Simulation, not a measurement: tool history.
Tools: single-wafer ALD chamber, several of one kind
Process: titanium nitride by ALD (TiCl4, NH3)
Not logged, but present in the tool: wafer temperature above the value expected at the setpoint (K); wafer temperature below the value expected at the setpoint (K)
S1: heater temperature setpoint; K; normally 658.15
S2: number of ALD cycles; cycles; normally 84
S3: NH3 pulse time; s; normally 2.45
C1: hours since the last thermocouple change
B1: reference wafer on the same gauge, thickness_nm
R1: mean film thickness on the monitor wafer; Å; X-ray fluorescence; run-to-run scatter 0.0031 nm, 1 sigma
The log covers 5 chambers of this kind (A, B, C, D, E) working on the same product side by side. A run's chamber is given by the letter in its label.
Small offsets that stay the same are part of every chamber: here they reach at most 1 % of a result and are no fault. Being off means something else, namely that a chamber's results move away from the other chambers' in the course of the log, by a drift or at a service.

{"run": "1D", "hour": 10.0, "S1": 658.15, "S2": 84, "S3": 2.45, "C1": 519.4, "B1": 1.5296, "R1": 18.454}
{"run": "2B", "hour": 17.7, "S1": 658.15, "S2": 84, "S3": 2.45, "C1": 935.7, "B1": 1.5299, "R1": 18.469}
{"run": "3C", "hour": 29.8, "S1": 658.15, "S2": 84, "S3": 2.45, "C1": 786.7, "B1": 1.5288, "R1": 18.387}
{"run": "4A", "hour": 40.6, "S1": 658.15, "S2": 84, "S3": 2.45, "C1": 832.2, "B1": 1.5282, "R1": 18.498}
{"run": "5E", "hour": 46.6, "S1": 653.15, "S2": 78, "S3": 2.45, "C1": 1013.5, "B1": 1.528, "R1": 17.153}
{"run": "6B", "hour": 55.5, "S1": 653.15, "S2": 78, "S3": 2.45, "C1": 973.5, "B1": 1.5289, "R1": 17.104}
{"run": "7A", "hour": 68.2, "S1": 653.15, "S2": 78, "S3": 2.45, "C1": 859.8, "B1": 1.5278, "R1": 17.073}
{"run": "8C", "hour": 77.5, "S1": 653.15, "S2": 78, "S3": 2.45, "C1": 834.4, "B1": 1.5279, "R1": 16.95}
{"run": "9D", "hour": 85.1, "S1": 653.15, "S2": 78, "S3": 2.45, "C1": 594.5, "B1": 1.5266, "R1": 17.075}
{"run": "10E", "hour": 97.2, "S1": 658.15, "S2": 84, "S3": 1.95, "C1": 1064.1, "B1": 1.5269, "R1": 18.305}
{"run": "11D", "hour": 107.2, "S1": 658.15, "S2": 84, "S3": 1.95, "C1": 616.6, "B1": 1.5256, "R1": 18.211}
{"run": "12E", "hour": 114.3, "S1": 658.15, "S2": 84, "S3": 1.95, "C1": 1081.2, "B1": 1.5269, "R1": 18.379}
{"run": "13B", "hour": 126.9, "S1": 658.15, "S2": 84, "S3": 1.95, "C1": 1044.9, "B1": 1.5255, "R1": 18.249}
{"hour": 132.4, "done": "chamber C: thermocouple changed; heater temperature recalibrated"}
{"run": "14C", "hour": 133.1, "S1": 658.15, "S2": 84, "S3": 1.95, "C1": 0.8, "B1": 1.5256, "R1": 18.158}
{"run": "15A", "hour": 142.8, "S1": 658.15, "S2": 84, "S3": 2.45, "C1": 934.4, "B1": 1.5252, "R1": 18.408}
{"run": "16D", "hour": 153.4, "S1": 658.15, "S2": 84, "S3": 2.45, "C1": 662.8, "B1": 1.5255, "R1": 18.328}
{"run": "17A", "hour": 163.3, "S1": 671.15, "S2": 84, "S3": 1.49, "C1": 954.9, "B1": 1.5253, "R1": 18.227}
{"run": "18B", "hour": 174.6, "S1": 671.15, "S2": 84, "S3": 1.49, "C1": 1092.6, "B1": 1.5239, "R1": 18.192}
{"run": "19C", "hour": 187.1, "S1": 671.15, "S2": 84, "S3": 1.49, "C1": 54.8, "B1": 1.5244, "R1": 18.125}
{"run": "20E", "hour": 197.5, "S1": 671.15, "S2": 84, "S3": 1.49, "C1": 1164.4, "B1": 1.5231, "R1": 18.333}
{"run": "21B", "hour": 207.6, "S1": 671.15, "S2": 84, "S3": 1.49, "C1": 1125.6, "B1": 1.5232, "R1": 18.251}
{"run": "22A", "hour": 215.2, "S1": 658.15, "S2": 84, "S3": 2.45, "C1": 1006.8, "B1": 1.5227, "R1": 18.416}
{"run": "23C", "hour": 227.4, "S1": 658.15, "S2": 84, "S3": 2.45, "C1": 95.1, "B1": 1.5229, "R1": 18.29}
{"run": "24E", "hour": 237.6, "S1": 658.15, "S2": 84, "S3": 2.45, "C1": 1204.5, "B1": 1.5222, "R1": 18.513}
{"run": "25D", "hour": 250.0, "S1": 658.15, "S2": 84, "S3": 2.45, "C1": 759.4, "B1": 1.5217, "R1": 18.379}
{"run": "26D", "hour": 257.0, "S1": 658.15, "S2": 71, "S3": 1.94, "C1": 766.4, "B1": 1.522, "R1": 15.355}
{"run": "27A", "hour": 267.0, "S1": 658.15, "S2": 71, "S3": 1.94, "C1": 1058.6, "B1": 1.522, "R1": 15.357}
{"run": "28C", "hour": 274.4, "S1": 658.15, "S2": 71, "S3": 1.94, "C1": 142.1, "B1": 1.5206, "R1": 15.305}
{"run": "29B", "hour": 280.1, "S1": 658.15, "S2": 71, "S3": 1.94, "C1": 1198.1, "B1": 1.521, "R1": 15.391}
{"run": "30E", "hour": 288.2, "S1": 658.15, "S2": 71, "S3": 1.94, "C1": 1255.1, "B1": 1.5202, "R1": 15.445}
{"run": "31E", "hour": 296.9, "S1": 658.15, "S2": 84, "S3": 2.45, "C1": 1263.8, "B1": 1.5201, "R1": 18.459}
{"run": "32B", "hour": 308.3, "S1": 658.15, "S2": 84, "S3": 2.45, "C1": 1226.3, "B1": 1.5204, "R1": 18.333}

Each of the 5 chambers runs these same settings next. Fill in every chamber's results:
{"run": "33A", "hour": 317.4, "S1": 658.15, "S2": 84, "S3": 2.45, "R1": "?"}
{"run": "33B", "hour": 317.4, "S1": 658.15, "S2": 84, "S3": 2.45, "R1": "?"}
{"run": "33C", "hour": 317.4, "S1": 658.15, "S2": 84, "S3": 2.45, "R1": "?"}
{"run": "33D", "hour": 317.4, "S1": 658.15, "S2": 84, "S3": 2.45, "R1": "?"}
{"run": "33E", "hour": 317.4, "S1": 658.15, "S2": 84, "S3": 2.45, "R1": "?"}

run=33A R1=18.36
run=33B R1=18.388
run=33C R1=18.268
run=33D R1=18.368
run=33E R1=18.511
